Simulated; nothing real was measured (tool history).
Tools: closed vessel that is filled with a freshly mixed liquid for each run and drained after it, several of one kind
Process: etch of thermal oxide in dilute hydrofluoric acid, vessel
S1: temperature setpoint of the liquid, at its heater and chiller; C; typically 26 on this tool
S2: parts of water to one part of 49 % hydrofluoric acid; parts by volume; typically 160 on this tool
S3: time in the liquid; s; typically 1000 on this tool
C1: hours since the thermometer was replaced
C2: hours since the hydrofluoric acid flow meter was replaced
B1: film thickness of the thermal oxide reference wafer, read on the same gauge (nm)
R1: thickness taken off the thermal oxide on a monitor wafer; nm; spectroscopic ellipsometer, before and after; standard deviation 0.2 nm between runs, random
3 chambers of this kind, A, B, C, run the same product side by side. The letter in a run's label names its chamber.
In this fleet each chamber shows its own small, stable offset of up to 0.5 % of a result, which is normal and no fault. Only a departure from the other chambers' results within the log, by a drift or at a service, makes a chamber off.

run   hour    S1   S2    S3      C1     C2      B1      R1
 1B    5.4    26  160  1000  1217.7  585.9  39.972  29.104
 2A   10.7    26  160  1000   578.4  290.7  39.977  29.517
 3C   15.5    26  160  1000  1080.5    719  40.036   29.59
 4A   18.7    26  160  1000   586.4  298.7  40.015  29.704
 5B   23.4    26  160  1000  1235.7  603.9  40.017  29.371
 6C   28.8    26  160  1000  1093.8  732.3   40.02  29.309
 7A   32.5    26  160  1000   600.2  312.5  40.001  29.686
      38.2  -- chamber C: thermometer replaced
 8B   39.5    26  160  1000  1251.8    620  39.986  29.354
 9C   45.5    26  160  1000     7.3    749  39.981  29.553
10A     52    26  160  1000   619.7    332  39.973  29.174
11B   58.5    26  160  1000  1270.8    639  40.005  29.348
12C   62.1    26  160  1000    23.9  765.6  39.979  29.239
13C     66    26  160  1000    27.8  769.5  40.004  29.245
14A   71.7    26  100   500   639.4  351.7  40.004  25.137
15B   77.4    26  100   500  1289.7  657.9  40.009  25.647
16C   84.1    26  100   500    45.9  787.6   39.99   25.45
17A   90.3    26  160  1000     658  370.3  40.015  29.089
18B   95.7    26  160  1000    1308  676.2  40.005  29.458
19C  100.9    26  160  1000    62.7  804.4  39.994  29.506
20B  106.2    26  160  1000  1318.5  686.7  39.978  29.536
21A  113.3    26  160  1000     681  393.3  39.993  28.566
22B  119.1    26  160  1000  1331.4  699.6  40.018  29.505
23A  122.4    26  160  1000   690.1  402.4  40.028  27.953
24C  125.7    26  160  1000    87.5  829.2  39.969  29.681
25B  130.8    26  160  1000  1343.1  711.3  40.015  28.921
26A  133.9  28.5  160  1000   701.6  413.9  39.994  30.787
27C    138  28.5  160  1000    99.8  841.5  39.982  32.532
28B  143.9  28.5  160  1000  1356.2  724.4  40.022  32.429
29C  149.4    26  160  1000   111.2  852.9  39.994  29.122
30A    156    26  160  1000   723.7    436  39.954  28.143
31A  159.6    26  160  1000   727.3  439.6  39.992  28.018
32C  164.7    26  160  1000   126.5  868.2  39.967  29.308
33B  168.7    26  160  1000    1381  749.2  40.032  29.312
34A  174.2    26  160  1000   741.9  454.2  40.014  27.861
35B  178.1    26  160  1000  1390.4  758.6  40.009  29.597
36C  184.4    22  230  1000   146.2  887.9  40.011  16.255
37C    189    22  230  1000   150.8  892.5  39.998  16.313
     190.3  -- chamber C: hydrofluoric acid flow meter replaced
38B  192.5    22  230  1000  1404.8    773  39.978  16.324
39A  198.7    26  160  1000   766.4  478.7  39.987  27.673
40C  205.2    26  160  1000     167   14.9  39.997  29.669
41B    210    26  160  1000  1422.3  790.5  40.034  29.454
42A  216.9    26  160  1000   784.6  496.9   39.99  27.149

Has any chamber moved away from the others, gradually or after a service, or does the common gauge drift, or do the chambers differ only by their own small steady offsets? State the chamber and the most likely cause if one applies.

It is chamber A that slowly wanders off from its peers.
What lies behind it: liquid colder than its thermometer reads (K) = 2.13.
It could be hard to tell apart here from: hydrofluoric acid flow below the setpoint (%).

Here are 4 candidates for chamber A's next run, each the usual settings with a change, their results left as question marks. Which one brings its results back in line with what the others give on the usual settings?
Maximum distance from the other chambers' mean on the usual settings for a result to count as in line: R1 0.69 nm
43A-1   222    26  165  1000               ?
43A-2   222    24  160  1000               ?
43A-3   222    26  150  1000               ?
43A-4   222  26.5  160  1000               ?

What the other chambers average on the usual settings: R1 29.381 nm
  run      R1
43A-1  26.298
43A-2   25.24
43A-3  29.474
43A-4   27.82
43A-3 puts the chamber back in line with the other chambers.
